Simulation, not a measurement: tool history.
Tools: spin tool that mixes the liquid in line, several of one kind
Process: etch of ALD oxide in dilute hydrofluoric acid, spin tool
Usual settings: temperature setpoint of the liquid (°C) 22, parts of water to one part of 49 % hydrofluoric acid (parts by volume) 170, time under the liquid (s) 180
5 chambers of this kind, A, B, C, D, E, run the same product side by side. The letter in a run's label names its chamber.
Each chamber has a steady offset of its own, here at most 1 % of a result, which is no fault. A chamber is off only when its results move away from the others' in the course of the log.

run,hour,temperature setpoint of the liquid (°C),parts of water to one part of 49 % hydrofluoric acid (parts by volume),time under the liquid (s),"read-back film thickness of the ALD oxide reference wafer, read on the same gauge (nm)",thickness taken off the ALD oxide on a monitor wafer (nm)
1E,8.8,22,170,180,89.994,9.6951
2C,12.8,22,170,180,90.017,9.7362
3D,18.2,22,170,180,90.011,9.6139
4B,22.4,22,170,180,90.008,9.6655
5A,30.0,22,170,180,89.992,9.7118
6E,36.5,22,170,180,89.994,9.7046
7B,42.9,22,170,180,89.985,9.5865
8D,49.9,22,170,180,90.014,9.5518
9A,55.4,22,170,180,90.012,9.8063
10C,60.7,22,170,180,90.006,9.7079
11D,67.7,22,170,180,89.995,9.5304
12A,75.7,22,170,180,89.984,9.7045
13C,82.5,22,170,180,90.011,9.7365
14B,90.2,22,170,180,89.983,9.6796
15E,98.5,22,170,180,89.986,9.6408
16B,102.5,22,170,180,89.994,9.7903
17E,111.3,22,170,180,90.005,9.6690
18D,119.7,22,170,180,89.999,9.5003
19A,124.0,22,170,180,89.992,9.7594
20C,128.8,22,170,180,89.976,10.0010
21A,134.7,22,170,180,90.003,9.6740
22E,142.0,22,170,180,89.999,9.7876
23B,146.3,22,170,180,90.007,9.6637
24C,153.8,22,170,180,89.991,10.0330
25D,161.2,22,170,180,89.996,9.6195
26E,166.0,22,170,180,90.006,9.6422
27D,175.0,22,170,240,90.011,12.7170
28A,179.2,22,170,240,89.992,12.8950
# hour 186.9: chamber B: hydrofluoric acid flow meter replaced
29C,187.9,22,170,240,89.993,13.4250
30B,192.9,22,170,240,89.995,12.8920
31E,200.7,22,170,240,89.987,12.8440
32D,208.1,22,170,180,90.008,9.6741

What goes on in this fleet: one chamber off, a drifting gauge, or nothing beyond the chambers' own small offsets? Name the chamber and the cause, if any.

Chamber C drifts away from the others.
Cause: liquid hotter than its thermometer reads (K) = 1.27.
The log may not tell that from: hydrofluoric acid flow above the setpoint (%).

Here are 4 candidates for chamber C's next run, each the usual settings with a change, their results left as question marks. Which one brings its results back in line with what the others give on the usual settings?
In line means no further than this from the other chambers' mean on the usual settings: thickness taken off the ALD oxide on a monitor wafer (nm) 0.2100
33C-1,214.5,22.0,165,190,,?
33C-2,214.5,23.5,170,180,,?
33C-3,214.5,22.0,175,170,,?
33C-4,214.5,22.0,175,175,,?

The other chambers' mean on the usual settings: thickness taken off the ALD oxide on a monitor wafer (nm) 9.6773
run,thickness taken off the ALD oxide on a monitor wafer (nm)
33C-1,11.1910
33C-2,10.8360
33C-3,9.3419
33C-4,9.6167
33C-4 brings the chamber back in line.

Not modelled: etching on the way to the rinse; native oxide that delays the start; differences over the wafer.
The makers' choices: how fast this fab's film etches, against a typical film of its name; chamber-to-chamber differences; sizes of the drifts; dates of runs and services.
